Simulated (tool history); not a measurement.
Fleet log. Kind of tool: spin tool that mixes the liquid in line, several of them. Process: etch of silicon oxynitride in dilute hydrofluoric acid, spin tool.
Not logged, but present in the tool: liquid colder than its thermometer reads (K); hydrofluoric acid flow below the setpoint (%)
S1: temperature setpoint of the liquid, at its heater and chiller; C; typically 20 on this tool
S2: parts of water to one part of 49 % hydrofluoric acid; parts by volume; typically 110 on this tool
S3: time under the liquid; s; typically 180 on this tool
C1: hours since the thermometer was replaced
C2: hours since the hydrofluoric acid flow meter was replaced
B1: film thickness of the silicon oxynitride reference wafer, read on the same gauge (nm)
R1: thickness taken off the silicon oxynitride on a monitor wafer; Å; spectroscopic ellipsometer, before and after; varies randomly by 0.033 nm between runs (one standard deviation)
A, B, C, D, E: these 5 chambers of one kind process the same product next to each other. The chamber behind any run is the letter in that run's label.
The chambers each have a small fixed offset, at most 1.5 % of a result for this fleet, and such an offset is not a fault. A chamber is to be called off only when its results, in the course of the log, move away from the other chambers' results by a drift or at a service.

run 1B hour=4.7 | S1=20 S2=110 S3=180 | C1=437.1 C2=181.9 | B1=39.983 | R1=29.107
run 2C hour=10.6 | S1=20 S2=110 S3=180 | C1=1306.9 C2=231 | B1=40.001 | R1=28.621
run 3A hour=14.3 | S1=20 S2=110 S3=180 | C1=768.3 C2=1502.6 | B1=40.004 | R1=28.411
run 4E hour=17.7 | S1=20 S2=110 S3=180 | C1=185 C2=340.4 | B1=40.019 | R1=28.024
run 5D hour=23 | S1=20 S2=110 S3=180 | C1=251.3 C2=1714.2 | B1=39.996 | R1=28.486
run 6B hour=28.5 | S1=20 S2=110 S3=180 | C1=460.9 C2=205.7 | B1=40.009 | R1=29.366
run 7C hour=31.5 | S1=24.5 S2=110 S3=240 | C1=1327.8 C2=251.9 | B1=40.04 | R1=47.912
run 8E hour=34.9 | S1=24.5 S2=110 S3=240 | C1=202.2 C2=357.6 | B1=40.007 | R1=46.09
run 9D hour=40 | S1=24.5 S2=110 S3=240 | C1=268.3 C2=1731.2 | B1=39.993 | R1=47.571
run 10A hour=45.6 | S1=24.5 S2=110 S3=240 | C1=799.6 C2=1533.9 | B1=39.989 | R1=46.61
run 11A hour=50.8 | S1=24.5 S2=110 S3=240 | C1=804.8 C2=1539.1 | B1=39.986 | R1=47.33
run 12E hour=56.4 | S1=20 S2=110 S3=180 | C1=223.7 C2=379.1 | B1=39.998 | R1=26.889
run 13B hour=60.3 | S1=20 S2=110 S3=180 | C1=492.7 C2=237.5 | B1=40.013 | R1=29.114
run 14C hour=64.6 | S1=20 S2=110 S3=180 | C1=1360.9 C2=285 | B1=40.006 | R1=28.628
run 15D hour=67.2 | S1=20 S2=110 S3=180 | C1=295.5 C2=1758.4 | B1=39.98 | R1=28.677
run 16C hour=72.2 | S1=20 S2=110 S3=180 | C1=1368.5 C2=292.6 | B1=39.986 | R1=28.937
run 17E hour=76.6 | S1=20 S2=110 S3=180 | C1=243.9 C2=399.3 | B1=40.013 | R1=27.23
run 18B hour=80.5 | S1=20 S2=110 S3=180 | C1=512.9 C2=257.7 | B1=40.001 | R1=29.542
run 19A hour=86.2 | S1=20 S2=110 S3=180 | C1=840.2 C2=1574.5 | B1=39.995 | R1=28.645
run 20D hour=90.1 | S1=20 S2=110 S3=180 | C1=318.4 C2=1781.3 | B1=40.007 | R1=28.77
run 21D hour=96 | S1=20 S2=110 S3=180 | C1=324.3 C2=1787.2 | B1=40 | R1=28.905
run 22E hour=101 | S1=20 S2=110 S3=180 | C1=268.3 C2=423.7 | B1=39.993 | R1=25.997
run 23A hour=104.2 | S1=20 S2=110 S3=180 | C1=858.2 C2=1592.5 | B1=39.994 | R1=28.586
run 24B hour=109.8 | S1=20 S2=110 S3=180 | C1=542.2 C2=287 | B1=40.039 | R1=28.742
-- hour=112.7 chamber A: thermometer replaced
run 25C hour=113.8 | S1=20 S2=110 S3=180 | C1=1410.1 C2=334.2 | B1=40.02 | R1=28.923
run 26B hour=119.5 | S1=20 S2=110 S3=180 | C1=551.9 C2=296.7 | B1=40.001 | R1=28.634
run 27A hour=123 | S1=20 S2=110 S3=180 | C1=10.4 C2=1611.3 | B1=40.014 | R1=28.705
run 28C hour=127.2 | S1=20 S2=110 S3=180 | C1=1423.5 C2=347.6 | B1=40.014 | R1=29.58
run 29E hour=132.3 | S1=20 S2=110 S3=180 | C1=299.6 C2=455 | B1=40.008 | R1=25.967
run 30D hour=136.8 | S1=23 S2=110 S3=180 | C1=365.1 C2=1828 | B1=40.007 | R1=33.208
run 31C hour=140.4 | S1=23 S2=110 S3=180 | C1=1436.7 C2=360.8 | B1=40 | R1=33.404

Has any chamber moved away from the others, gradually or after a service, or does the common gauge drift, or do the chambers differ only by their own small steady offsets? State the chamber and the most likely cause if one applies.

It is chamber E that slowly wanders off from its peers.
What lies behind it: hydrofluoric acid flow below the setpoint (%) = 9.79.
It could be hard to tell apart here from: liquid colder than its thermometer reads (K).

Here are 4 candidates for chamber E's next run, each the usual settings with a change, their results left as question marks. Which one brings its results back in line with what the others give on the usual settings?
To be in line, a result may differ from the other chambers' mean on the usual settings by at most: R1 1.2 Å
run 32E-1 hour=144.8 | S1=19.5 S2=120 S3=160 | R1=?
run 32E-2 hour=144.8 | S1=20 S2=115 S3=165 | R1=?
run 32E-3 hour=144.8 | S1=20 S2=90 S3=180 | R1=?
run 32E-4 hour=144.8 | S1=20.5 S2=100 S3=180 | R1=?

What the other chambers average on the usual settings: R1 28.831 Å
run=32E-1 R1=20.024
run=32E-2 R1=22.162
run=32E-3 R1=31.646
run=32E-4 R1=28.879
Change 32E-4 lands the chamber within the allowed miss of the other chambers.
